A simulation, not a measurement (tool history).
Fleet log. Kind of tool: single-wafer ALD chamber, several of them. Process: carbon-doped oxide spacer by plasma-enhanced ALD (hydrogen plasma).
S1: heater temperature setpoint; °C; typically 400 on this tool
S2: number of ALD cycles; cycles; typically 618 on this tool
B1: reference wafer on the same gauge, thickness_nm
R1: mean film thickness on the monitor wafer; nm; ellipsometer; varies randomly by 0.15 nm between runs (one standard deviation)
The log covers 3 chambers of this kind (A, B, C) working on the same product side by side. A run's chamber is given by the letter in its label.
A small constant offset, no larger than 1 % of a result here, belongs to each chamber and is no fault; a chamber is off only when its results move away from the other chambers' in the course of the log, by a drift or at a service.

{"run": "1C", "hour": 16.3, "S1": 400, "S2": 618, "B1": 27.521, "R1": 31.118}
{"run": "2B", "hour": 31.4, "S1": 400, "S2": 618, "B1": 27.523, "R1": 31.07}
{"run": "3A", "hour": 46.3, "S1": 400, "S2": 618, "B1": 27.472, "R1": 31.072}
{"run": "4A", "hour": 59.4, "S1": 400, "S2": 618, "B1": 27.467, "R1": 31.331}
{"run": "5C", "hour": 71.5, "S1": 400, "S2": 618, "B1": 27.495, "R1": 31.242}
{"run": "6B", "hour": 80.6, "S1": 391, "S2": 576, "B1": 27.478, "R1": 29.217}
{"run": "7A", "hour": 88.9, "S1": 391, "S2": 576, "B1": 27.487, "R1": 28.944}
{"run": "8B", "hour": 98.3, "S1": 391, "S2": 576, "B1": 27.513, "R1": 29.11}
{"run": "9C", "hour": 105.3, "S1": 400, "S2": 618, "B1": 27.475, "R1": 30.995}
{"run": "10A", "hour": 112.4, "S1": 400, "S2": 618, "B1": 27.515, "R1": 31.063}
{"hour": 116.7, "done": "chamber C: thermocouple changed; heater temperature recalibrated"}
{"run": "11C", "hour": 121.6, "S1": 400, "S2": 618, "B1": 27.518, "R1": 31.289}
{"run": "12B", "hour": 132.3, "S1": 400, "S2": 618, "B1": 27.498, "R1": 31.414}
{"run": "13B", "hour": 140.7, "S1": 393, "S2": 618, "B1": 27.504, "R1": 31.023}
{"run": "14A", "hour": 149.0, "S1": 393, "S2": 618, "B1": 27.485, "R1": 31.126}
{"run": "15C", "hour": 159.0, "S1": 393, "S2": 618, "B1": 27.512, "R1": 30.933}
{"run": "16A", "hour": 174.3, "S1": 400, "S2": 618, "B1": 27.515, "R1": 31.24}
{"run": "17B", "hour": 190.5, "S1": 400, "S2": 618, "B1": 27.519, "R1": 30.984}
{"run": "18C", "hour": 205.8, "S1": 390, "S2": 691, "B1": 27.511, "R1": 34.374}
{"run": "19B", "hour": 216.6, "S1": 390, "S2": 691, "B1": 27.471, "R1": 34.961}
{"run": "20C", "hour": 227.1, "S1": 390, "S2": 691, "B1": 27.475, "R1": 34.626}
{"run": "21A", "hour": 234.4, "S1": 400, "S2": 618, "B1": 27.532, "R1": 31.485}
{"run": "22A", "hour": 243.9, "S1": 400, "S2": 618, "B1": 27.491, "R1": 31.183}
{"run": "23C", "hour": 251.5, "S1": 392, "S2": 574, "B1": 27.52, "R1": 28.828}

The same settings go to every chamber for the next run, one line per chamber below. Forecast the results for each:
{"run": "24A", "hour": 263.2, "S1": 400, "S2": 618, "R1": "?"}
{"run": "24B", "hour": 263.2, "S1": 400, "S2": 618, "R1": "?"}
{"run": "24C", "hour": 263.2, "S1": 400, "S2": 618, "R1": "?"}

run=24A R1=30.98
run=24B R1=30.852
run=24C R1=31.175

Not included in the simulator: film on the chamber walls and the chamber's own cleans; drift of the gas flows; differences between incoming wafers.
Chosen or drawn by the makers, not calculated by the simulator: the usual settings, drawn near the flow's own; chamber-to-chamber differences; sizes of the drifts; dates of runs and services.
